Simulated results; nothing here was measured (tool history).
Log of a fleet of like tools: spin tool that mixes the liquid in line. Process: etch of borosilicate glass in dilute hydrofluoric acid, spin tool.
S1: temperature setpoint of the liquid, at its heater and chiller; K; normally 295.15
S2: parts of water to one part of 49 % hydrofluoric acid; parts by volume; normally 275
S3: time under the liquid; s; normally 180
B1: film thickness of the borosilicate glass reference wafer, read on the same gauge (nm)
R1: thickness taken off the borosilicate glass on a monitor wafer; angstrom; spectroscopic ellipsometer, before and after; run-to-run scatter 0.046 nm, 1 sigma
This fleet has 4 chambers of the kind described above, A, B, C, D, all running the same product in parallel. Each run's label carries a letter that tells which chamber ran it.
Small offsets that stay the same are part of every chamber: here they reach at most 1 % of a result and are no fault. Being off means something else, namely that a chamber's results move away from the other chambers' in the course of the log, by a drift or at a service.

run   hour      S1   S2   S3      B1      R1
 1C    5.3  295.15  275  180  139.98  115.54
       6.1  -- chamber C: hydrofluoric acid flow meter replaced
 2D    9.5  295.15  275  180  139.99  112.68
 3B   14.6  295.15  275  180  140.01  114.27
 4A   17.7  295.15  275  180  139.96  114.46
 5C   21.7  295.15  275  180  139.96  115.22
 6B   26.2  295.15  275  180  140.02  113.98
 7D   29.6  295.15  275  180  140.01  113.86
 8A   32.3  295.15  275  180  139.98  114.06
 9D   37.1  295.15  275  180     140  113.36
10C   40.5  295.15  275  180  139.94  114.69
11A   45.9  295.15  275  180     140   113.9
12B   49.6  295.15  275  180     140   114.1
13B   54.4  295.15  275  180  139.97  114.97
      54.7  -- chamber A: thermometer replaced
14D     58  295.15  275  180  139.98  113.73
      60.7  -- chamber C: thermometer replaced
15C   60.9  295.15  275  180     140  114.12
16A     65  295.15  275  180  139.98  113.24
17A   68.3  295.15  275  180  140.01  113.81
18C   73.7  295.15  275  180  140.05   114.9
19B   76.6  295.15  275  180  139.99  114.22
20D   80.1  295.15  275  180     140  113.85
21A   85.6  290.15  275  135  139.99  70.073
22D   89.9  290.15  275  135  140.01   71.08
23C   94.2  290.15  275  135  140.02  71.289
24B   98.7  290.15  275  135  139.99  71.417
25B  101.8  295.15  275  180  139.98   114.9
26C  105.1  295.15  275  180  139.99  115.54
27A  108.5  295.15  275  180  140.05  112.28
28D  112.6  292.65  275  130  140.01  75.675
29B  116.5  292.65  275  130  139.98  75.253
30D  119.9  292.65  275  130  140.02  75.115
31A  122.9  292.65  275  130  139.97  73.531
32C  127.3  295.15  340  250  140.01  122.52
     131.1  -- chamber B: hydrofluoric acid flow meter replaced
33D  132.3  295.15  340  250  139.95  120.02
34C  137.8  295.15  340  250  140.04  123.17
35A  142.5  295.15  340  250     140  117.62
36B  146.3  295.15  275  180  139.97  114.33
37D  148.7  295.15  275  180  140.01  114.37
38B    152  295.15  275  180  139.96  114.42
39C  156.6  295.15  275  180  139.96  115.18
40A  160.1  295.15  275  180  140.01   109.7
41C  163.3  295.15  275  180  140.01   115.6
42A  165.8  295.15  275  180     140  109.75

Has any chamber moved away from the others, gradually or after a service, or does the common gauge drift, or do the chambers differ only by their own small steady offsets? State the chamber and the most likely cause if one applies.

Little by little, chamber A moves away from the other chambers.
Most likely cause: hydrofluoric acid flow below the setpoint (%) = 3.28.

Below are 4 candidate recipes for chamber A's next run, each the usual settings with a change, their results shown as question marks. Which of them brings A's results back in line with what the other chambers give on the usual settings?
To be in line, a result may differ from the other chambers' mean on the usual settings by at most: R1 1.6 angstrom
43A-1  169.8  295.15  260  180       ?
43A-2  169.8  295.15  290  180       ?
43A-3  169.8  296.15  275  180       ?
43A-4  169.8  294.15  275  180       ?

Average result of the remaining chambers running the usual settings: R1 114.44 angstrom
  run      R1
43A-1  117.79
43A-2  102.59
43A-3  113.83
43A-4  105.82
43A-3 brings the chamber back in line.

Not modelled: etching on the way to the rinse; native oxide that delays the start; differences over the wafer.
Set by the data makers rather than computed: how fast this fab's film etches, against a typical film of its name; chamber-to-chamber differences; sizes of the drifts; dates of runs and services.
